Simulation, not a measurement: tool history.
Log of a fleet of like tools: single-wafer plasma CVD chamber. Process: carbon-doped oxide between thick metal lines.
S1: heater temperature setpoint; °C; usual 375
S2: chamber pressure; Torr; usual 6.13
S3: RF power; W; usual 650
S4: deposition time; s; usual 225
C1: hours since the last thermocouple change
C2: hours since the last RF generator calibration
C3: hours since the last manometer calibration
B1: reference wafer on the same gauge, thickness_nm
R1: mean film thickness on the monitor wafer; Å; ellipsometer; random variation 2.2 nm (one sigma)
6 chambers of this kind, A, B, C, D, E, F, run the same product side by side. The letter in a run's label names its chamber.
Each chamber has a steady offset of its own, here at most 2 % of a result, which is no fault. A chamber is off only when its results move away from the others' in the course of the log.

run     day   S1    S2   S3   S4      C1      C2      C3      B1     R1
      0.192  -- chamber E: capacitance manometer re-zeroed and calibrated
 1B   0.342  375  6.13  650  225   487.7  1488.2     744  1310.2  13034
 2A   0.533  375  6.13  650  225  1808.4      86   565.2  1309.8  12964
 3D   0.788  375  6.13  650  225   486.7   698.6   924.1  1311.1  12919
 4C   0.962  375  6.13  650  225  2643.5   407.5   519.3  1311.6  13005
 5E   1.292  375  6.13  650  225  1372.5   427.4    26.5  1311.7  12755
 6F   1.512  375  5.65  650  254     622  1626.2     102  1311.3  14670
      1.558  -- chamber A: thermocouple changed; heater temperature recalibrated
 7C   1.892  375  5.65  650  254  2665.8   429.8   541.6  1311.3  14558
 8D   2.096  375  5.65  650  254   518.1     730   955.5  1311.5  14484
 9E   2.475  375  5.65  650  254  1400.9   455.8    54.9  1312.2  14274
10A   2.879  375  5.65  650  254    31.8   142.3   621.5  1312.8  14473
11B   3.142  375  5.65  650  254   554.9  1555.4   811.2    1313  14611
      3.183  -- chamber C: thermocouple changed; heater temperature recalibrated
12F   3.475  375  6.13  650  225   669.1  1673.3   149.1  1313.4  13154
13A   3.742  375  6.13  650  225    52.5     163   642.2    1313  13001
14D   4.029  375  6.13  650  225   564.5   776.4  1001.9  1313.1  12987
15F   4.238  375  6.13  650  225   687.4  1691.6   167.4  1314.2  13165
16B   4.462  375  6.13  650  225   586.6  1587.1   842.9  1314.5  13117
17C   4.779  375  6.13  650  225    38.3   499.1   610.9  1314.2  13017
18E   5.004  375  6.13  650  225  1461.6   516.5   115.6  1314.9  12791
19B   5.212  388  6.13  650  225   604.6  1605.1   860.9  1314.1  12807
20A   5.425  388  6.13  650  225    92.9   203.4   682.6    1315  12689
      5.675  -- chamber B: RF generator calibrated
21C   5.683  388  6.13  650  225      60   520.8   632.6  1315.4  12737
22F   6.083  388  6.13  650  225   731.7  1735.9   211.7  1315.2  12838
23E   6.408  388  6.13  650  225  1495.3   550.2   149.3  1315.5  12488
24D   6.633  388  6.13  650  225     627   838.9  1064.4  1315.7  12642
25A   6.962  375  6.13  650  225   129.8   240.3   719.5  1316.8  13001
26F   7.158  366  6.13  705  225   757.5  1761.7   237.5  1316.4  14044
27C   7.538  366  6.13  705  225   104.5   565.3   677.1  1316.9  13951
28B   7.892  366  6.13  705  225   668.9    53.3   925.2  1316.8  13996
29D     8.1  366  6.13  705  225   662.2   874.1  1099.6  1316.9  13931
30E   8.288  366  6.13  705  225  1540.4   595.3   194.4  1317.5  13685
31A   8.588  366  6.13  705  225   168.8   279.3   758.5  1317.7  13902
32C   8.833  375  6.13  650  225   135.6   596.4   708.2  1318.6  13089
33E   9.054  375  6.13  650  225  1558.8   613.7   212.8  1317.6  12790
34F   9.342  375  6.13  650  225   809.9  1814.1   289.9  1318.2  13211
35B   9.521  368  6.13  650  258     708    92.4   964.3  1318.5  15244
36D   9.892  368  6.13  650  258   705.2   917.1  1142.6  1319.3  15131
37F  10.154  368  6.13  650  258   829.4  1833.6   309.4    1319  15334

Next, every chamber runs the same settings. What will each give?
38A  10.446  375  6.13  650  225                   ?
38B  10.446  375  6.13  650  225                   ?
38C  10.446  375  6.13  650  225                   ?
38D  10.446  375  6.13  650  225                   ?
38E  10.446  375  6.13  650  225                   ?
38F  10.446  375  6.13  650  225                   ?

run     R1
38A  13071
38B  13143
38C  13054
38D  13061
38E  12800
38F  13195
